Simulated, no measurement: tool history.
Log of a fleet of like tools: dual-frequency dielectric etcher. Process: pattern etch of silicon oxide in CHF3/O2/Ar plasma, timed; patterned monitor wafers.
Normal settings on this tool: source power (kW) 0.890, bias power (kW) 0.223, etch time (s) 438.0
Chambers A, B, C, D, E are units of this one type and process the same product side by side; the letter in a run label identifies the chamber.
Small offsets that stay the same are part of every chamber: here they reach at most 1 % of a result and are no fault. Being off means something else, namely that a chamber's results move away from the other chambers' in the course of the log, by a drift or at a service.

run   hour  source power (kW)  bias power (kW)  etch time (s)  hours since the last wet clean  hours since the last source power generator calibration  hours since the last bias power generator calibration  read-back reference wafer on the same gauge, depth_nm  mean etch depth across the wafer (angstrom)
 1A    5.8              0.890            0.223          438.0                             5.8                                                    883.8                                                  787.5                                                 1080.0                                        10927
 2B   12.2              0.890            0.223          438.0                           357.8                                                   1594.1                                                   78.6                                                 1079.5                                        10919
 3E   18.9              0.890            0.223          438.0                            55.4                                                    762.1                                                 2205.8                                                 1079.5                                        10823
 4C   23.6              0.890            0.223          438.0                           258.5                                                   2009.2                                                   85.0                                                 1079.0                                        10829
 5D   29.6              0.890            0.223          438.0                           145.4                                                    907.2                                                 1554.7                                                 1079.2                                        10704
 6C   35.2              0.780            0.223          513.5                           270.1                                                   2020.8                                                   96.6                                                 1078.9                                        12071
 7E   41.3              0.780            0.223          513.5                            77.8                                                    784.5                                                 2228.2                                                 1078.5                                        12058
 8A   47.7              0.780            0.223          513.5                            47.7                                                    925.7                                                  829.4                                                 1078.2                                        12176
 9B   53.9              0.780            0.223          513.5                           399.5                                                   1635.8                                                  120.3                                                 1078.1                                        12126
10D   59.3              0.780            0.223          513.5                           175.1                                                    936.9                                                 1584.4                                                 1077.9                                        11930
11D   64.2              0.890            0.223          438.0                           180.0                                                    941.8                                                 1589.3                                                 1077.6                                        10709
12A   70.4              0.890            0.223          566.5                            70.4                                                    948.4                                                  852.1                                                 1077.5                                        14082
13B   74.5              0.890            0.223          566.5                           420.1                                                   1656.4                                                  140.9                                                 1077.2                                        14091
14C   78.0              0.890            0.223          566.5                           312.9                                                   2063.6                                                  139.4                                                 1076.9                                        13960
15E   82.8              0.890            0.223          566.5                           119.3                                                    826.0                                                 2269.7                                                 1077.2                                        13937
16E   90.5              0.890            0.223          566.5                           127.0                                                    833.7                                                 2277.4                                                 1077.0                                        13957
17A   96.8              0.890            0.223          438.0                            96.8                                                    974.8                                                  878.5                                                 1076.5                                        10884
18C  101.9              0.890            0.223          438.0                           336.8                                                   2087.5                                                  163.3                                                 1076.4                                        10785
19D  106.5              0.890            0.223          438.0                           222.3                                                    984.1                                                 1631.6                                                 1076.3                                        10696
20B  113.6              0.890            0.223          438.0                           459.2                                                   1695.5                                                  180.0                                                 1075.5                                        10855
     118.4  -- chamber B: wet clean of the chamber
21D  120.7              0.890            0.223          438.0                           236.5                                                    998.3                                                 1645.8                                                 1075.2                                        10688
22B  125.7              0.890            0.223          438.0                             7.4                                                   1707.6                                                  192.1                                                 1075.7                                        10870
23C  132.9              0.890            0.223          438.0                           367.8                                                   2118.5                                                  194.3                                                 1075.6                                        10790
24E  136.4              0.890            0.223          438.0                           172.9                                                    879.6                                                 2323.3                                                 1075.2                                        10791
     139.7  -- chamber C: wet clean of the chamber
25A  140.3              0.890            0.223          438.0                           140.3                                                   1018.3                                                  922.0                                                 1075.7                                        10888
26E  144.8              0.890            0.223          438.0                           181.3                                                    888.0                                                 2331.7                                                 1074.8                                        10773
27C  151.5              0.890            0.223          438.0                            11.8                                                   2137.1                                                  212.9                                                 1074.4                                        10778
28B  157.5              0.890            0.223          438.0                            39.2                                                   1739.4                                                  223.9                                                 1074.4                                        10868
29A  160.9              0.890            0.223          438.0                           160.9                                                   1038.9                                                  942.6                                                 1074.4                                        10876
30D  165.1              0.890            0.223          438.0                           280.9                                                   1042.7                                                 1690.2                                                 1074.3                                        10665
31D  169.0              0.890            0.223          438.0                           284.8                                                   1046.6                                                 1694.1                                                 1074.3                                        10690
32B  172.3              0.890            0.223          438.0                            54.0                                                   1754.2                                                  238.7                                                 1074.1                                        10846

Next, every chamber runs the same settings. What will each give?
33A  177.8              0.890            0.223          438.0                                                                                                                                                                                                                                                   ?
33B  177.8              0.890            0.223          438.0                                                                                                                                                                                                                                                   ?
33C  177.8              0.890            0.223          438.0                                                                                                                                                                                                                                                   ?
33D  177.8              0.890            0.223          438.0                                                                                                                                                                                                                                                   ?
33E  177.8              0.890            0.223          438.0                                                                                                                                                                                                                                                   ?

run  mean etch depth across the wafer (angstrom)
33A                                        10875
33B                                        10836
33C                                        10781
33D                                        10661
33E                                        10770

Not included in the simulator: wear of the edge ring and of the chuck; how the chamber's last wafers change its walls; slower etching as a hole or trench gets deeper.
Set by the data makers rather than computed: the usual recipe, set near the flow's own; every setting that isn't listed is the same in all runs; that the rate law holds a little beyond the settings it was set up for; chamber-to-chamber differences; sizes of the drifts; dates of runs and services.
